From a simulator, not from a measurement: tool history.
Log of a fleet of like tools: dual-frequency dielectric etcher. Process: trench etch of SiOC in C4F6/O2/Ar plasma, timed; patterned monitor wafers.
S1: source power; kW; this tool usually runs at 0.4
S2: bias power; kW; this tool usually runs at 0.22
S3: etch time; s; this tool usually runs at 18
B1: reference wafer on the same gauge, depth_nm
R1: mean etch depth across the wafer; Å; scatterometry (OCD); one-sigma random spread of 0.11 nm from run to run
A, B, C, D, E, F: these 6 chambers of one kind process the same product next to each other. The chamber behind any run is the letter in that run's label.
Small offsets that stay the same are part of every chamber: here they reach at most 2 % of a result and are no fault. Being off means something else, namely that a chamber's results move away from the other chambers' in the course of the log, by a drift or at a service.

run     day   S1    S2  S3      B1      R1
 1D   0.354  0.4  0.22  18  35.624  392.22
 2B   0.525  0.4  0.22  18  35.632  399.43
 3F    0.85  0.4  0.22  18  35.617  397.43
 4A    1.15  0.4  0.22  18    35.6  399.22
      1.483  -- chamber B: bias power generator calibrated
 5E   1.525  0.4  0.22  18  35.603  398.02
 6C   1.892  0.4  0.22  18    35.6  402.32
 7C   2.112  0.4  0.22  18   35.58  402.36
 8E   2.412  0.4  0.22  18  35.603  399.54
 9B   2.596  0.4  0.22  18  35.596  396.87
10A     2.9  0.4  0.22  18  35.607  399.68
11D   3.204  0.4  0.22  18  35.594  392.31
12F   3.492  0.4  0.22  18  35.608  399.14
13E   3.771  0.4  0.22  18   35.59  399.23
14F   4.046  0.4  0.22  18  35.595  398.12
15A   4.375  0.4  0.22  18  35.587  397.52
16B   4.604  0.4  0.22  18  35.603  398.24
17D   4.792  0.4  0.22  18  35.622  392.39
18C   5.033  0.4  0.22  18  35.587  403.15
19B   5.308  0.4  0.22  18  35.606  396.07
20E   5.579  0.4  0.22  18  35.596  400.79
21A   5.925  0.4  0.22  18  35.618  397.44
22F     6.3  0.4  0.22  18  35.621  397.98
      6.333  -- chamber F: wet clean of the chamber
23C   6.562  0.4  0.22  18  35.595  402.65
24D   6.775  0.4  0.22  18  35.617  391.97
25E   7.017  0.4  0.22  18  35.595  399.39
      7.238  -- chamber E: wet clean of the chamber
26B   7.238  0.4  0.22  18  35.582  396.99
27C   7.533  0.4  0.22  18  35.567  402.53
28F   7.821  0.4  0.22  18  35.604  386.88
      7.883  -- chamber A: wet clean of the chamber
29A   8.171  0.4  0.22  18  35.605  398.61
30D   8.496  0.4  0.22  18  35.614  391.39
      8.667  -- chamber C: bias power generator calibrated
31B   8.692  0.4  0.22  18  35.561  397.71
32C   8.946  0.4  0.22  22  35.616  490.77
33E   9.325  0.4  0.22  22  35.599  487.09
      9.462  -- chamber D: wet clean of the chamber
34A   9.525  0.4  0.22  22  35.591   488.7
35D   9.783  0.4  0.22  22  35.592  480.52
     10.096  -- chamber F: source power generator calibrated
36F  10.125  0.4  0.22  22  35.619  476.32
37A  10.354  0.4  0.22  22  35.609  490.47
38F  10.571  0.4  0.22  18  35.581  388.31

What goes on in this fleet: one chamber off, a drifting gauge, or nothing beyond the chambers' own small offsets? Name the chamber and the cause, if any.

A service on chamber F put it out of line with the rest.
Likeliest cause: etch rate under this chamber's usual, % = 2.61.

Chamber F could run next with any of the 4 candidate recipes listed below; each alters the usual settings, and their results appear as question marks. Which one brings its results back in line with what the other chambers deliver on the usual settings?
Maximum distance from the other chambers' mean on the usual settings for a result to count as in line: R1 3.7 Å
39F-1  10.842  0.45  0.22    18       ?
39F-2  10.842   0.4  0.22  17.5       ?
39F-3  10.842   0.4  0.22  18.5       ?
39F-4  10.842  0.36  0.22    18       ?

Average result of the remaining chambers running the usual settings: R1 398.01 Å
  run      R1
39F-1  406.61
39F-2  377.66
39F-3  399.24
39F-4  372.91
The answer is 39F-3, which returns the chamber to within the allowed miss of the others.

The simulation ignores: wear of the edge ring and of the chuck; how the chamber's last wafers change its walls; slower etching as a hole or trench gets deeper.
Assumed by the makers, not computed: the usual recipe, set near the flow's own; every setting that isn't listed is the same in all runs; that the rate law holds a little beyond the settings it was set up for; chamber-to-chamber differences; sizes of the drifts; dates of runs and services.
